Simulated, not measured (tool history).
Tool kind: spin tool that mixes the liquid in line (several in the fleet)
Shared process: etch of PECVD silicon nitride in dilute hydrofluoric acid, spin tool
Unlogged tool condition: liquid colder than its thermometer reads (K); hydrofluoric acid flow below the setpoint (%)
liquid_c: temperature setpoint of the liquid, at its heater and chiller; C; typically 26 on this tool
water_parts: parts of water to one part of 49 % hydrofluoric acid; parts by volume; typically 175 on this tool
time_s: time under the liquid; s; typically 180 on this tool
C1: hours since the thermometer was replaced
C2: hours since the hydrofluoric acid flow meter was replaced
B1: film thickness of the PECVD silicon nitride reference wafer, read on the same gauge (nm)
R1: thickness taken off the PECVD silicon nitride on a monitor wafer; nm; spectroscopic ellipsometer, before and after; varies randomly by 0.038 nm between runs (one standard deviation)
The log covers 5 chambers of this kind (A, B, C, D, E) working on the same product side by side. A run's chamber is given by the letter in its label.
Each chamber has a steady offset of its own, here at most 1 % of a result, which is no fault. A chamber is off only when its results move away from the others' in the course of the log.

{"run": "1B", "day": 0.558, "liquid_c": 26, "water_parts": 175, "time_s": 180, "C1": 324.1, "C2": 85.2, "B1": 130, "R1": 3.5694}
{"run": "2A", "day": 1.121, "liquid_c": 26, "water_parts": 175, "time_s": 180, "C1": 1317, "C2": 500.7, "B1": 130, "R1": 3.6579}
{"run": "3E", "day": 1.55, "liquid_c": 26, "water_parts": 175, "time_s": 180, "C1": 1903.4, "C2": 354.2, "B1": 130, "R1": 3.6464}
{"run": "4D", "day": 1.992, "liquid_c": 26, "water_parts": 175, "time_s": 180, "C1": 1800.5, "C2": 1631.1, "B1": 129.97, "R1": 3.6322}
{"run": "5C", "day": 2.554, "liquid_c": 26, "water_parts": 175, "time_s": 180, "C1": 323.1, "C2": 1174.2, "B1": 129.98, "R1": 3.626}
{"run": "6A", "day": 3.046, "liquid_c": 26, "water_parts": 175, "time_s": 180, "C1": 1363.2, "C2": 546.9, "B1": 130.01, "R1": 3.6664}
{"run": "7C", "day": 3.438, "liquid_c": 26, "water_parts": 175, "time_s": 180, "C1": 344.3, "C2": 1195.4, "B1": 130, "R1": 3.6279}
{"run": "8D", "day": 3.979, "liquid_c": 26, "water_parts": 175, "time_s": 180, "C1": 1848.2, "C2": 1678.8, "B1": 130.02, "R1": 3.6075}
{"run": "9B", "day": 4.433, "liquid_c": 26, "water_parts": 175, "time_s": 180, "C1": 417.1, "C2": 178.2, "B1": 130.01, "R1": 3.5884}
{"run": "10E", "day": 4.854, "liquid_c": 26, "water_parts": 175, "time_s": 180, "C1": 1982.7, "C2": 433.5, "B1": 129.97, "R1": 3.6286}
{"run": "11D", "day": 5.417, "liquid_c": 26, "water_parts": 175, "time_s": 180, "C1": 1882.7, "C2": 1713.3, "B1": 130, "R1": 3.5944}
{"run": "12B", "day": 5.846, "liquid_c": 26, "water_parts": 175, "time_s": 180, "C1": 451, "C2": 212.1, "B1": 130, "R1": 3.6352}
{"run": "13A", "day": 6.296, "liquid_c": 26, "water_parts": 175, "time_s": 180, "C1": 1441.2, "C2": 624.9, "B1": 130.02, "R1": 3.5581}
{"run": "14C", "day": 6.721, "liquid_c": 26, "water_parts": 175, "time_s": 180, "C1": 423.1, "C2": 1274.2, "B1": 129.99, "R1": 3.5875}
{"run": "15E", "day": 7.129, "liquid_c": 26, "water_parts": 175, "time_s": 180, "C1": 2037.3, "C2": 488.1, "B1": 130.01, "R1": 3.465}
{"run": "16A", "day": 7.733, "liquid_c": 26, "water_parts": 175, "time_s": 180, "C1": 1475.7, "C2": 659.4, "B1": 130.01, "R1": 3.5934}
{"run": "17D", "day": 8.221, "liquid_c": 26, "water_parts": 175, "time_s": 180, "C1": 1950, "C2": 1780.6, "B1": 129.99, "R1": 3.6321}
{"run": "18C", "day": 8.725, "liquid_c": 26, "water_parts": 175, "time_s": 180, "C1": 471.2, "C2": 1322.3, "B1": 130, "R1": 3.6132}
{"run": "19B", "day": 9.092, "liquid_c": 26, "water_parts": 175, "time_s": 180, "C1": 528.9, "C2": 290, "B1": 130, "R1": 3.6237}
{"run": "20E", "day": 9.467, "liquid_c": 26, "water_parts": 175, "time_s": 180, "C1": 2093.4, "C2": 544.2, "B1": 130.01, "R1": 3.4262}
{"run": "21B", "day": 9.946, "liquid_c": 26, "water_parts": 175, "time_s": 180, "C1": 549.4, "C2": 310.5, "B1": 129.98, "R1": 3.5992}
{"run": "22D", "day": 10.283, "liquid_c": 26, "water_parts": 175, "time_s": 180, "C1": 1999.5, "C2": 1830.1, "B1": 129.99, "R1": 3.5649}
{"run": "23C", "day": 10.571, "liquid_c": 30.5, "water_parts": 205, "time_s": 180, "C1": 515.5, "C2": 1366.6, "B1": 130, "R1": 4.0224}
{"run": "24E", "day": 11.167, "liquid_c": 30.5, "water_parts": 205, "time_s": 180, "C1": 2134.2, "C2": 585, "B1": 130, "R1": 3.7407}
{"run": "25A", "day": 11.721, "liquid_c": 30.5, "water_parts": 205, "time_s": 180, "C1": 1571.4, "C2": 755.1, "B1": 130, "R1": 4.0729}
{"run": "26A", "day": 12.283, "liquid_c": 30.5, "water_parts": 205, "time_s": 180, "C1": 1584.9, "C2": 768.6, "B1": 129.99, "R1": 4.0846}
{"run": "27C", "day": 12.904, "liquid_c": 30.5, "water_parts": 205, "time_s": 180, "C1": 571.5, "C2": 1422.6, "B1": 130.03, "R1": 4.0704}
{"run": "28B", "day": 13.267, "liquid_c": 26, "water_parts": 175, "time_s": 180, "C1": 629.1, "C2": 390.2, "B1": 130.01, "R1": 3.5921}
{"run": "29D", "day": 13.758, "liquid_c": 26, "water_parts": 175, "time_s": 135, "C1": 2082.9, "C2": 1913.5, "B1": 130, "R1": 2.6699}
{"run": "30E", "day": 14.262, "liquid_c": 26, "water_parts": 175, "time_s": 135, "C1": 2208.5, "C2": 659.3, "B1": 130, "R1": 2.4604}
{"day": 14.758, "done": "chamber C: hydrofluoric acid flow meter replaced"}
{"run": "31C", "day": 14.888, "liquid_c": 26, "water_parts": 175, "time_s": 135, "C1": 619.1, "C2": 3.1, "B1": 130, "R1": 2.7454}
{"run": "32E", "day": 15.3, "liquid_c": 26, "water_parts": 175, "time_s": 135, "C1": 2233.4, "C2": 684.2, "B1": 129.98, "R1": 2.4438}
{"run": "33D", "day": 15.608, "liquid_c": 26, "water_parts": 175, "time_s": 135, "C1": 2127.3, "C2": 1957.9, "B1": 130, "R1": 2.6898}
{"run": "34A", "day": 15.992, "liquid_c": 26, "water_parts": 175, "time_s": 180, "C1": 1673.9, "C2": 857.6, "B1": 129.97, "R1": 3.5747}
{"run": "35B", "day": 16.525, "liquid_c": 26, "water_parts": 175, "time_s": 180, "C1": 707.3, "C2": 468.4, "B1": 130.02, "R1": 3.6553}

Next, every chamber runs the same settings. What will each give?
{"run": "36A", "day": 16.988, "liquid_c": 28.5, "water_parts": 175, "time_s": 180, "R1": "?"}
{"run": "36B", "day": 16.988, "liquid_c": 28.5, "water_parts": 175, "time_s": 180, "R1": "?"}
{"run": "36C", "day": 16.988, "liquid_c": 28.5, "water_parts": 175, "time_s": 180, "R1": "?"}
{"run": "36D", "day": 16.988, "liquid_c": 28.5, "water_parts": 175, "time_s": 180, "R1": "?"}
{"run": "36E", "day": 16.988, "liquid_c": 28.5, "water_parts": 175, "time_s": 180, "R1": "?"}

run=36A R1=4.2722
run=36B R1=4.1356
run=36C R1=4.279
run=36D R1=4.1011
run=36E R1=3.8192
